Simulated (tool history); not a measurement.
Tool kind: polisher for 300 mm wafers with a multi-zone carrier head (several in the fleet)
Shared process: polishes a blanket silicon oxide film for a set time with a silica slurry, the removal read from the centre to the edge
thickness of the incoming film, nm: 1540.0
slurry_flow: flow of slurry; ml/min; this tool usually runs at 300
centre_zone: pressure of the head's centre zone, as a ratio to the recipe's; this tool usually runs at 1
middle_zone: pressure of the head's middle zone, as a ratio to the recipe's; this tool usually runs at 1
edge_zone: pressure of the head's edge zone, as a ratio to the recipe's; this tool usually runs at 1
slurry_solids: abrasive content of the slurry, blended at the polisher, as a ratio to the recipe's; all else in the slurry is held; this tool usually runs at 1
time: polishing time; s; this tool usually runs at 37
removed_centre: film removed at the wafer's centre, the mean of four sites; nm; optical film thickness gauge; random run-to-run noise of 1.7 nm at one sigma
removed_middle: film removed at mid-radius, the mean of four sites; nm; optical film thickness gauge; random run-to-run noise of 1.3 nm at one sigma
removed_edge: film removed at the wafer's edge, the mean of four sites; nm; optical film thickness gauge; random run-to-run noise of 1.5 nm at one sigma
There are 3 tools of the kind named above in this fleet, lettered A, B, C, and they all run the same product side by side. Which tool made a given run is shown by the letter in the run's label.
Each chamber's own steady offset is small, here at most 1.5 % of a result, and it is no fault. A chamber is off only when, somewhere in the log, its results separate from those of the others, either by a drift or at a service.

| run | hour | slurry_flow | centre_zone | middle_zone | edge_zone | slurry_solids | time | removed_centre | removed_middle | removed_edge |
|---|---|---|---|---|---|---|---|---|---|---|
| 1A | 10.8 | 300 | 1 | 1 | 1 | 1 | 37 | 142.8 | 146.02 | 149.7 |
| 2C | 18.8 | 300 | 1 | 1 | 1 | 1 | 37 | 146.5 | 146.95 | 148.91 |
| 3B | 27.9 | 300 | 1 | 1 | 1 | 1 | 37 | 146.4 | 148.38 | 143.69 |
| 4A | 35.6 | 300 | 1 | 1 | 1 | 1 | 37 | 144.33 | 144.87 | 144.6 |
|  | 39.5 | chamber A: worn pad replaced by a new one |
|  | 47 | chamber C: worn pad replaced by a new one |
| 5B | 47.1 | 300 | 1 | 1 | 1 | 1 | 37 | 147.92 | 146.85 | 146.19 |
| 6C | 53.5 | 300 | 1 | 1 | 1 | 1 | 37 | 147.57 | 145.82 | 145.73 |
|  | 64.2 | chamber B: worn pad replaced by a new one |
| 7A | 65.3 | 300 | 1 | 1 | 1 | 1 | 37 | 149.75 | 145.08 | 147.74 |
| 8B | 75.9 | 300 | 1 | 1 | 1 | 1 | 37 | 147 | 147.67 | 147.39 |
| 9C | 82.9 | 300 | 1 | 1.07 | 1.09 | 1 | 37 | 144.77 | 155.14 | 153.92 |
| 10C | 92.7 | 300 | 1 | 1.07 | 1.09 | 1 | 37 | 146.49 | 156.99 | 153.94 |
|  | 99.5 | chamber A: worn pad replaced by a new one |
| 11B | 102.6 | 300 | 1 | 1.07 | 1.09 | 1 | 37 | 146.59 | 155.93 | 151.23 |
| 12A | 109.8 | 300 | 1 | 1 | 1 | 1 | 37 | 144.7 | 147.45 | 147.43 |
|  | 111.1 | chamber C: worn pad replaced by a new one |
| 13A | 116 | 300 | 1 | 1 | 1 | 1 | 37 | 146.64 | 145.67 | 148.2 |
| 14C | 127.2 | 300 | 1 | 1 | 1 | 1 | 37 | 149.2 | 143.78 | 144.99 |
| 15B | 135.1 | 300 | 1 | 1 | 1 | 1 | 37 | 153.43 | 147.08 | 145.87 |
|  | 138.2 | chamber B: worn pad replaced by a new one |
| 16C | 144.6 | 300 | 1 | 1 | 1 | 1 | 37 | 145.96 | 145.24 | 148.39 |
| 17B | 157.3 | 300 | 1 | 1 | 1 | 1 | 37 | 151.91 | 149.3 | 145.88 |
|  | 158.1 | chamber A: edge zone pressure recalibrated |
| 18A | 169.1 | 300 | 1 | 1 | 1 | 1 | 37 | 146.77 | 142.97 | 146.42 |
|  | 171.5 | chamber A: worn pad replaced by a new one |
|  | 173.2 | chamber C: centre zone pressure recalibrated |
| 19A | 176.7 | 205 | 1 | 1 | 1 | 1.2 | 37 | 148.36 | 149.17 | 153.02 |
|  | 183.8 | chamber C: worn pad replaced by a new one |
| 20C | 187.2 | 205 | 1 | 1 | 1 | 1.2 | 37 | 148.99 | 152.71 | 154.36 |
|  | 191 | chamber A: slurry nozzle cleaned |
| 21B | 197.5 | 205 | 1 | 1 | 1 | 1.2 | 37 | 159.74 | 151.36 | 152.57 |
| 22A | 207.6 | 300 | 1 | 1 | 1 | 1 | 37 | 143.44 | 144.07 | 148.44 |
| 23C | 214.2 | 300 | 1 | 1 | 1 | 1 | 37 | 143.8 | 147.7 | 146.43 |
|  | 217.1 | chamber B: worn pad replaced by a new one |
|  | 222.7 | chamber B: edge zone pressure recalibrated |
| 24B | 224.9 | 300 | 1 | 1 | 1 | 1 | 37 | 158.42 | 148.5 | 145.38 |
|  | 236.4 | chamber A: worn pad replaced by a new one |
| 25C | 236.7 | 300 | 1 | 1 | 1 | 1 | 37 | 145.62 | 149.07 | 146.59 |
| 26A | 247.6 | 300 | 1.1 | 1 | 1 | 1 | 37 | 163.13 | 143.86 | 146.1 |
|  | 256.7 | chamber C: worn pad replaced by a new one |
| 27B | 259.5 | 300 | 1.1 | 1 | 1 | 1 | 37 | 171.04 | 147.59 | 146.58 |
| 28C | 266.6 | 300 | 1.1 | 1 | 1 | 1 | 37 | 161.24 | 145.98 | 147.69 |
|  | 269.1 | chamber C: slurry nozzle cleaned |
| 29A | 274.8 | 300 | 1 | 1 | 1 | 1 | 37 | 146.94 | 143.16 | 143.5 |
| 30B | 283.2 | 300 | 1 | 1 | 1 | 0.75 | 37 | 135.52 | 126.76 | 128.44 |
| 31A | 295.5 | 300 | 1 | 1 | 1 | 0.75 | 37 | 128.1 | 125.72 | 129.31 |
|  | 297.9 | chamber C: edge zone pressure recalibrated |
| 32C | 302.8 | 300 | 1 | 1 | 1 | 0.75 | 37 | 126.83 | 126.17 | 128.18 |
|  | 305.4 | chamber B: worn pad replaced by a new one |
| 33B | 308.3 | 300 | 1 | 1 | 1 | 1 | 37 | 154.84 | 147.32 | 146.13 |
| 34C | 315.4 | 300 | 1 | 1 | 1 | 1 | 37 | 143.57 | 147.29 | 144.42 |

Decide between three cases: one chamber stands off from its peers, the gauge reading all wafers drifts, or nothing is wrong past each chamber's small offset. Where a chamber is off, say which and what most likely put it there.

Little by little, chamber B moves away from the other chambers.
Likeliest cause: centre zone's pressure above its setpoint, % = 7.47.

Below are 4 candidate recipes for chamber B's next run, each the usual settings with a change, their results shown as question marks. Which of them brings B's results back in line with what the other chambers give on the usual settings?
To be in line, a result may differ from the other chambers' mean on the usual settings by at most: removed_centre 5.8 nm; removed_middle 4.4 nm; removed_edge 5.2 nm
| 35B-1 | 324.5 | 295 | 0.93 | 1 | 1.04 | 1 | 37 | ? | ? | ? |
| 35B-2 | 324.5 | 290 | 0.87 | 0.99 | 1.06 | 1 | 37 | ? | ? | ? |
| 35B-3 | 324.5 | 310 | 1.14 | 1 | 0.93 | 1 | 38 | ? | ? | ? |
| 35B-4 | 324.5 | 305 | 1.07 | 1 | 0.96 | 1 | 37 | ? | ? | ? |

What the other chambers average on the usual settings: removed_centre 145.69 nm; removed_middle 145.97 nm; removed_edge 146.63 nm
| run | removed_centre | removed_middle | removed_edge |
|---|---|---|---|
| 35B-1 | 147.51 | 147.66 | 147.89 |
| 35B-2 | 136.98 | 146.11 | 149.22 |
| 35B-3 | 189.38 | 152.22 | 143.89 |
| 35B-4 | 172.07 | 148.04 | 142.21 |
The right change is 35B-1: it brings the chamber back within the allowed miss of the others.
